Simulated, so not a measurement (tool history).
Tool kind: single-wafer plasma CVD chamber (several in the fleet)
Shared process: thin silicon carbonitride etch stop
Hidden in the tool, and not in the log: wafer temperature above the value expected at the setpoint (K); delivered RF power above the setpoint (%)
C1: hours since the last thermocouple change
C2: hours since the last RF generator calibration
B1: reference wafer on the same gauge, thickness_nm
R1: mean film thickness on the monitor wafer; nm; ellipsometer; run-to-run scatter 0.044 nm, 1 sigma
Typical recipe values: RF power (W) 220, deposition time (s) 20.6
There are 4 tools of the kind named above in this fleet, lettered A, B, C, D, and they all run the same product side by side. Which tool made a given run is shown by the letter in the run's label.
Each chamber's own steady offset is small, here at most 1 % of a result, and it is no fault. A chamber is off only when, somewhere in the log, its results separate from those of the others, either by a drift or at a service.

Run 1B, hour 6.5: usual settings; C1 673.8; C2 593.9; B1 10.497. Result: R1 11.935 nm.
Run 2C, hour 17.5: usual settings; C1 1117.7; C2 824.9; B1 10.502. Result: R1 12.148 nm.
Run 3A, hour 26.4: usual settings; C1 2549.9; C2 1728.4; B1 10.503. Result: R1 12.256 nm.
Run 4D, hour 32.8: usual settings; C1 1120.6; C2 199.4; B1 10.501. Result: R1 12.088 nm.
Run 5D, hour 39.5: usual settings but RF power (W) 180, deposition time (s) 18.9; C1 1127.3; C2 206.1; B1 10.49. Result: R1 10.402 nm.
Run 6B, hour 45.7: usual settings but RF power (W) 180, deposition time (s) 18.9; C1 713; C2 633.1; B1 10.508. Result: R1 10.357 nm.
Run 7A, hour 52.4: usual settings but RF power (W) 180, deposition time (s) 18.9; C1 2575.9; C2 1754.4; B1 10.511. Result: R1 10.554 nm.
Run 8C, hour 58.9: usual settings but RF power (W) 180, deposition time (s) 18.9; C1 1159.1; C2 866.3; B1 10.498. Result: R1 10.51 nm.
At hour 61.7: chamber A: RF generator calibrated.
Run 9C, hour 69.2: usual settings but deposition time (s) 23.6; C1 1169.4; C2 876.6; B1 10.506. Result: R1 13.779 nm.
Run 10A, hour 78.1: usual settings but deposition time (s) 23.6; C1 2601.6; C2 16.5; B1 10.499. Result: R1 14.065 nm.
Run 11D, hour 87.3: usual settings but deposition time (s) 23.6; C1 1175.1; C2 253.9; B1 10.498. Result: R1 13.79 nm.
Run 12B, hour 99.2: usual settings but deposition time (s) 23.6; C1 766.5; C2 686.6; B1 10.504. Result: R1 13.678 nm.
Run 13B, hour 108.4: usual settings; C1 775.7; C2 695.8; B1 10.507. Result: R1 12 nm.
Run 14C, hour 116.7: usual settings; C1 1216.9; C2 924.1; B1 10.496. Result: R1 12.141 nm.
Run 15A, hour 124.7: usual settings; C1 2648.2; C2 63.1; B1 10.507. Result: R1 12.194 nm.
Run 16D, hour 135.5: usual settings; C1 1223.3; C2 302.1; B1 10.493. Result: R1 12.095 nm.
Run 17B, hour 144.9: usual settings but RF power (W) 185, deposition time (s) 22.7; C1 812.2; C2 732.3; B1 10.506. Result: R1 12.476 nm.
Run 18A, hour 150.6: usual settings but RF power (W) 185, deposition time (s) 22.7; C1 2674.1; C2 89; B1 10.501. Result: R1 12.751 nm.
Run 19D, hour 161.1: usual settings but RF power (W) 185, deposition time (s) 22.7; C1 1248.9; C2 327.7; B1 10.5. Result: R1 12.559 nm.
Run 20C, hour 169.6: usual settings but RF power (W) 185, deposition time (s) 22.7; C1 1269.8; C2 977; B1 10.498. Result: R1 12.708 nm.
Run 21A, hour 182.1: usual settings; C1 2705.6; C2 120.5; B1 10.511. Result: R1 12.195 nm.
Run 22B, hour 190.6: usual settings; C1 857.9; C2 778; B1 10.501. Result: R1 11.914 nm.
Run 23C, hour 202.9: usual settings; C1 1303.1; C2 1010.3; B1 10.497. Result: R1 12.145 nm.
At hour 206.8: chamber C: thermocouple changed; heater temperature recalibrated.
Run 24D, hour 211.3: usual settings; C1 1299.1; C2 377.9; B1 10.493. Result: R1 12.085 nm.
Run 25C, hour 220.9: usual settings; C1 14.2; C2 1028.3; B1 10.5. Result: R1 12.118 nm.

Next, all 4 chambers run the settings below, one line each with question marks for the results. What does each chamber give?
Run 26A, hour 230.3: usual settings but RF power (W) 240. Result: R1 ?.
Run 26B, hour 230.3: usual settings but RF power (W) 240. Result: R1 ?.
Run 26C, hour 230.3: usual settings but RF power (W) 240. Result: R1 ?.
Run 26D, hour 230.3: usual settings but RF power (W) 240. Result: R1 ?.

run      R1
26A  12.464
26B  12.378
26C  12.351
26D  12.377

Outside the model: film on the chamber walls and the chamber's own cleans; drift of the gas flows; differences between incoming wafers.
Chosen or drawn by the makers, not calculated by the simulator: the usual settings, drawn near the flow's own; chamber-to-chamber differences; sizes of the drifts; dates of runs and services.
